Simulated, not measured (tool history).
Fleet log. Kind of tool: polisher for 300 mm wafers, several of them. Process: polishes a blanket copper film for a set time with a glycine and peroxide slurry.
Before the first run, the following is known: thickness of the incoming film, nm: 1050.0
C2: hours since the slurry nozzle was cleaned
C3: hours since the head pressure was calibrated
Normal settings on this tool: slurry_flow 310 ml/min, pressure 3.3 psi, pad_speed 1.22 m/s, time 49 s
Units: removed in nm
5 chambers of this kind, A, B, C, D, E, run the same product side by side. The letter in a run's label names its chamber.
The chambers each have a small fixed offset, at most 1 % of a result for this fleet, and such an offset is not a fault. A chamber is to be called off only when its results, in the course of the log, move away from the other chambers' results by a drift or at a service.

{"day": 0.008, "done": "chamber B: worn pad replaced by a new one"}
{"run": "1D", "day": 0.183, "slurry_flow": 310, "pressure": 3.3, "pad_speed": 1.22, "time": 49, "wafers polished on this pad": 777, "C2": 224.8, "C3": 1155, "removed": 341.01}
{"run": "2E", "day": 0.392, "slurry_flow": 310, "pressure": 3.3, "pad_speed": 1.22, "time": 49, "wafers polished on this pad": 523, "C2": 187.8, "C3": 822.9, "removed": 340.92}
{"run": "3A", "day": 0.679, "slurry_flow": 310, "pressure": 3.3, "pad_speed": 1.22, "time": 49, "wafers polished on this pad": 573, "C2": 185.5, "C3": 381, "removed": 342.53}
{"run": "4B", "day": 1.021, "slurry_flow": 310, "pressure": 3.3, "pad_speed": 1.22, "time": 49, "wafers polished on this pad": 243, "C2": 178.6, "C3": 76.1, "removed": 350.09}
{"day": 1.204, "done": "chamber A: worn pad replaced by a new one"}
{"run": "5C", "day": 1.233, "slurry_flow": 310, "pressure": 3.3, "pad_speed": 1.22, "time": 49, "wafers polished on this pad": 422, "C2": 137.8, "C3": 34.8, "removed": 346.08}
{"day": 1.271, "done": "chamber D: worn pad replaced by a new one"}
{"run": "6B", "day": 1.5, "slurry_flow": 310, "pressure": 3.3, "pad_speed": 1.22, "time": 49, "wafers polished on this pad": 358, "C2": 190.1, "C3": 87.6, "removed": 342.04}
{"run": "7E", "day": 1.783, "slurry_flow": 310, "pressure": 3.3, "pad_speed": 1.22, "time": 49, "wafers polished on this pad": 857, "C2": 221.2, "C3": 856.3, "removed": 341.33}
{"run": "8A", "day": 1.971, "slurry_flow": 310, "pressure": 3.3, "pad_speed": 1.22, "time": 49, "wafers polished on this pad": 184, "C2": 216.5, "C3": 412, "removed": 345.36}
{"day": 2.071, "done": "chamber B: worn pad replaced by a new one"}
{"run": "9C", "day": 2.133, "slurry_flow": 310, "pressure": 2.2, "pad_speed": 1.22, "time": 49, "wafers polished on this pad": 638, "C2": 159.4, "C3": 56.4, "removed": 242.61}
{"run": "10D", "day": 2.4, "slurry_flow": 310, "pressure": 2.2, "pad_speed": 1.22, "time": 49, "wafers polished on this pad": 270, "C2": 278, "C3": 1208.2, "removed": 243.89}
{"run": "11C", "day": 2.708, "slurry_flow": 310, "pressure": 2.2, "pad_speed": 1.22, "time": 49, "wafers polished on this pad": 776, "C2": 173.2, "C3": 70.2, "removed": 245.64}
{"run": "12D", "day": 2.912, "slurry_flow": 310, "pressure": 2.2, "pad_speed": 1.22, "time": 49, "wafers polished on this pad": 393, "C2": 290.3, "C3": 1220.5, "removed": 245.12}
{"day": 2.933, "done": "chamber C: worn pad replaced by a new one"}
{"run": "13B", "day": 3.117, "slurry_flow": 310, "pressure": 2.2, "pad_speed": 1.22, "time": 49, "wafers polished on this pad": 251, "C2": 228.9, "C3": 126.4, "removed": 247.33}
{"run": "14A", "day": 3.396, "slurry_flow": 310, "pressure": 3.3, "pad_speed": 1.22, "time": 49, "wafers polished on this pad": 526, "C2": 250.7, "C3": 446.2, "removed": 339.29}
{"run": "15E", "day": 3.658, "slurry_flow": 310, "pressure": 3.3, "pad_speed": 1.22, "time": 49, "wafers polished on this pad": 1306, "C2": 266.2, "C3": 901.3, "removed": 339.38}
{"run": "16B", "day": 3.962, "slurry_flow": 310, "pressure": 3.3, "pad_speed": 1.22, "time": 49, "wafers polished on this pad": 453, "C2": 249.2, "C3": 146.7, "removed": 360.1}
{"run": "17D", "day": 4.125, "slurry_flow": 310, "pressure": 3.3, "pad_speed": 0.94, "time": 58, "wafers polished on this pad": 684, "C2": 319.4, "C3": 1249.6, "removed": 324.24}
{"day": 4.15, "done": "chamber B: worn pad replaced by a new one"}
{"day": 4.254, "done": "chamber E: worn pad replaced by a new one"}
{"run": "18C", "day": 4.292, "slurry_flow": 310, "pressure": 3.3, "pad_speed": 0.94, "time": 58, "wafers polished on this pad": 326, "C2": 211.2, "C3": 108.2, "removed": 326.25}
{"day": 4.504, "done": "chamber A: worn pad replaced by a new one"}
{"run": "19A", "day": 4.546, "slurry_flow": 310, "pressure": 3.3, "pad_speed": 0.94, "time": 58, "wafers polished on this pad": 10, "C2": 278.3, "C3": 473.8, "removed": 323.18}
{"day": 4.55, "done": "chamber D: worn pad replaced by a new one"}
{"day": 4.621, "done": "chamber B: slurry nozzle cleaned"}
{"run": "20E", "day": 4.708, "slurry_flow": 310, "pressure": 3.3, "pad_speed": 0.94, "time": 58, "wafers polished on this pad": 109, "C2": 291.4, "C3": 926.5, "removed": 320.28}
{"run": "21B", "day": 5.038, "slurry_flow": 310, "pressure": 3.3, "pad_speed": 0.94, "time": 58, "wafers polished on this pad": 213, "C2": 10.1, "C3": 172.5, "removed": 329.45}
{"run": "22E", "day": 5.338, "slurry_flow": 310, "pressure": 3.3, "pad_speed": 1.22, "time": 49, "wafers polished on this pad": 260, "C2": 306.5, "C3": 941.6, "removed": 351.76}
{"day": 5.671, "done": "chamber C: worn pad replaced by a new one"}
{"run": "23A", "day": 5.675, "slurry_flow": 310, "pressure": 3.3, "pad_speed": 1.22, "time": 49, "wafers polished on this pad": 281, "C2": 305.4, "C3": 500.9, "removed": 344.34}
{"day": 5.725, "done": "chamber C: slurry nozzle cleaned"}
{"day": 5.817, "done": "chamber A: head pressure recalibrated"}
{"day": 5.912, "done": "chamber E: slurry nozzle cleaned"}
{"run": "24C", "day": 5.954, "slurry_flow": 310, "pressure": 3.3, "pad_speed": 1.22, "time": 49, "wafers polished on this pad": 68, "C2": 5.6, "C3": 148.1, "removed": 345.59}
{"run": "25D", "day": 6.188, "slurry_flow": 310, "pressure": 3.3, "pad_speed": 1.22, "time": 49, "wafers polished on this pad": 392, "C2": 368.9, "C3": 1299.1, "removed": 345.07}
{"run": "26D", "day": 6.396, "slurry_flow": 310, "pressure": 3.3, "pad_speed": 1.22, "time": 49, "wafers polished on this pad": 442, "C2": 373.9, "C3": 1304.1, "removed": 347.11}
{"day": 6.438, "done": "chamber B: worn pad replaced by a new one"}
{"run": "27C", "day": 6.633, "slurry_flow": 310, "pressure": 3.3, "pad_speed": 1.22, "time": 49, "wafers polished on this pad": 231, "C2": 21.9, "C3": 164.4, "removed": 349.9}
{"run": "28A", "day": 6.842, "slurry_flow": 310, "pressure": 3.3, "pad_speed": 1.22, "time": 49, "wafers polished on this pad": 561, "C2": 333.4, "C3": 24.6, "removed": 336.43}
{"day": 7.046, "done": "chamber A: worn pad replaced by a new one"}
{"run": "29B", "day": 7.158, "slurry_flow": 310, "pressure": 3.3, "pad_speed": 1.22, "time": 49, "wafers polished on this pad": 172, "C2": 61, "C3": 223.4, "removed": 345.49}
{"run": "30E", "day": 7.333, "slurry_flow": 310, "pressure": 2.6, "pad_speed": 1.22, "time": 38, "wafers polished on this pad": 738, "C2": 34.1, "C3": 989.5, "removed": 218.14}
{"run": "31A", "day": 7.679, "slurry_flow": 310, "pressure": 2.6, "pad_speed": 1.22, "time": 38, "wafers polished on this pad": 151, "C2": 353.5, "C3": 44.7, "removed": 214.39}
{"run": "32E", "day": 7.867, "slurry_flow": 310, "pressure": 2.6, "pad_speed": 1.22, "time": 38, "wafers polished on this pad": 866, "C2": 46.9, "C3": 1002.3, "removed": 215}

Next, every chamber runs the same settings. What will each give?
{"run": "33A", "day": 8.121, "slurry_flow": 310, "pressure": 3.3, "pad_speed": 1.22, "time": 49, "removed": "?"}
{"run": "33B", "day": 8.121, "slurry_flow": 310, "pressure": 3.3, "pad_speed": 1.22, "time": 49, "removed": "?"}
{"run": "33C", "day": 8.121, "slurry_flow": 310, "pressure": 3.3, "pad_speed": 1.22, "time": 49, "removed": "?"}
{"run": "33D", "day": 8.121, "slurry_flow": 310, "pressure": 3.3, "pad_speed": 1.22, "time": 49, "removed": "?"}
{"run": "33E", "day": 8.121, "slurry_flow": 310, "pressure": 3.3, "pad_speed": 1.22, "time": 49, "removed": "?"}

run=33A removed=345.81
run=33B removed=350.5
run=33C removed=338.4
run=33D removed=355.3
run=33E removed=340.79
